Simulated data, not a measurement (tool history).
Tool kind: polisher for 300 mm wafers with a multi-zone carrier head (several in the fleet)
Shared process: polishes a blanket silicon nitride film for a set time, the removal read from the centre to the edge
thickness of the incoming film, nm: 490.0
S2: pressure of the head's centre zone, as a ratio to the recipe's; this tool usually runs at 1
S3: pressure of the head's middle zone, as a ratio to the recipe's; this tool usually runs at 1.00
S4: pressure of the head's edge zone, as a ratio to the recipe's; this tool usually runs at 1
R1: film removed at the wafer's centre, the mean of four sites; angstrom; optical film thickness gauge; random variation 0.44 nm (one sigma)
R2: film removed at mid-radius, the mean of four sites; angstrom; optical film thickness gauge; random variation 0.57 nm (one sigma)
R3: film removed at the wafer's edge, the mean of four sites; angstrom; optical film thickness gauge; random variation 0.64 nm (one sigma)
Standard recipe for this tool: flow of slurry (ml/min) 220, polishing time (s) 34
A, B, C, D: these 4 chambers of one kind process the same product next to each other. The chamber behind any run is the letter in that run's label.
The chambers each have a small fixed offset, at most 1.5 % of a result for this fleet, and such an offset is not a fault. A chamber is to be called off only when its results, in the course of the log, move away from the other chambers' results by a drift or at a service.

Run 1A, day 0.225: usual settings. Result: R1 456.46 angstrom, R2 462.62 angstrom, R3 462.67 angstrom.
At day 0.408: chamber D: worn pad replaced by a new one.
Run 2B, day 0.417: usual settings. Result: R1 468.53 angstrom, R2 448.82 angstrom, R3 460.18 angstrom.
Run 3C, day 0.792: usual settings. Result: R1 458.04 angstrom, R2 448.83 angstrom, R3 454.59 angstrom.
Run 4D, day 0.962: usual settings. Result: R1 455.64 angstrom, R2 469.02 angstrom, R3 463.87 angstrom.
Run 5A, day 1.288: usual settings. Result: R1 446.12 angstrom, R2 453.33 angstrom, R3 458.10 angstrom.
Run 6D, day 1.658: usual settings. Result: R1 463.77 angstrom, R2 459.91 angstrom, R3 457.53 angstrom.
At day 1.683: chamber B: centre zone pressure recalibrated.
Run 7B, day 1.962: usual settings. Result: R1 456.43 angstrom, R2 444.41 angstrom, R3 451.50 angstrom.
Run 8C, day 2.167: usual settings. Result: R1 452.90 angstrom, R2 449.00 angstrom, R3 454.17 angstrom.
At day 2.471: chamber A: worn pad replaced by a new one.
Run 9B, day 2.533: usual settings. Result: R1 462.21 angstrom, R2 450.60 angstrom, R3 459.40 angstrom.
Run 10C, day 2.829: usual settings. Result: R1 458.92 angstrom, R2 458.98 angstrom, R3 451.40 angstrom.
Run 11D, day 3.158: usual settings. Result: R1 456.62 angstrom, R2 452.22 angstrom, R3 462.95 angstrom.
At day 3.400: chamber B: worn pad replaced by a new one.
Run 12A, day 3.417: usual settings but polishing time (s) 28. Result: R1 374.71 angstrom, R2 381.17 angstrom, R3 375.34 angstrom.
At day 3.596: chamber B: slurry nozzle cleaned.
Run 13B, day 3.792: usual settings but polishing time (s) 28. Result: R1 378.60 angstrom, R2 381.28 angstrom, R3 378.66 angstrom.
Run 14A, day 4.133: usual settings but polishing time (s) 28. Result: R1 379.17 angstrom, R2 376.00 angstrom, R3 381.27 angstrom.
Run 15C, day 4.329: usual settings but polishing time (s) 28. Result: R1 385.49 angstrom, R2 371.13 angstrom, R3 379.27 angstrom.
Run 16D, day 4.592: usual settings. Result: R1 453.35 angstrom, R2 458.55 angstrom, R3 447.93 angstrom.
Run 17B, day 4.792: usual settings. Result: R1 455.77 angstrom, R2 453.28 angstrom, R3 463.91 angstrom.
At day 4.942: chamber D: worn pad replaced by a new one.
Run 18C, day 4.967: usual settings but S3 1.08, polishing time (s) 24. Result: R1 323.36 angstrom, R2 347.21 angstrom, R3 323.15 angstrom.
Run 19D, day 5.179: usual settings but S3 1.08, polishing time (s) 24. Result: R1 314.67 angstrom, R2 341.17 angstrom, R3 320.71 angstrom.
Run 20A, day 5.454: usual settings but S3 1.08, polishing time (s) 24. Result: R1 322.06 angstrom, R2 344.69 angstrom, R3 322.24 angstrom.
Run 21A, day 5.758: usual settings but S3 1.08, polishing time (s) 24. Result: R1 319.53 angstrom, R2 349.37 angstrom, R3 328.86 angstrom.
Run 22B, day 6.121: usual settings. Result: R1 464.71 angstrom, R2 459.41 angstrom, R3 469.65 angstrom.
At day 6.367: chamber B: worn pad replaced by a new one.
Run 23D, day 6.504: usual settings. Result: R1 446.90 angstrom, R2 460.97 angstrom, R3 459.38 angstrom.
Run 24C, day 6.862: usual settings but polishing time (s) 28. Result: R1 373.90 angstrom, R2 372.73 angstrom, R3 393.25 angstrom.
Run 25C, day 7.117: usual settings but polishing time (s) 28. Result: R1 374.65 angstrom, R2 373.53 angstrom, R3 384.43 angstrom.
At day 7.292: chamber A: worn pad replaced by a new one.
Run 26B, day 7.367: usual settings but polishing time (s) 28. Result: R1 376.91 angstrom, R2 371.54 angstrom, R3 375.02 angstrom.
Run 27D, day 7.575: usual settings but polishing time (s) 28. Result: R1 377.67 angstrom, R2 384.72 angstrom, R3 380.42 angstrom.
Run 28A, day 7.904: usual settings. Result: R1 454.05 angstrom, R2 465.08 angstrom, R3 459.94 angstrom.
Run 29D, day 8.200: usual settings. Result: R1 453.71 angstrom, R2 469.10 angstrom, R3 443.32 angstrom.
Run 30A, day 8.396: usual settings. Result: R1 458.53 angstrom, R2 448.83 angstrom, R3 456.12 angstrom.
Run 31B, day 8.575: usual settings. Result: R1 458.67 angstrom, R2 448.27 angstrom, R3 458.38 angstrom.

Predict what each chamber gives when all 4 of them run the settings below next.
Run 32A, day 8.858: usual settings but S3 1.06. Result: R1 ?, R2 ?, R3 ?.
Run 32B, day 8.858: usual settings but S3 1.06. Result: R1 ?, R2 ?, R3 ?.
Run 32C, day 8.858: usual settings but S3 1.06. Result: R1 ?, R2 ?, R3 ?.
Run 32D, day 8.858: usual settings but S3 1.06. Result: R1 ?, R2 ?, R3 ?.

run      R1      R2      R3
32A  460.25  478.37  464.87
32B  452.45  465.64  459.55
32C  453.32  478.38  451.97
32D  449.31  495.27  454.01

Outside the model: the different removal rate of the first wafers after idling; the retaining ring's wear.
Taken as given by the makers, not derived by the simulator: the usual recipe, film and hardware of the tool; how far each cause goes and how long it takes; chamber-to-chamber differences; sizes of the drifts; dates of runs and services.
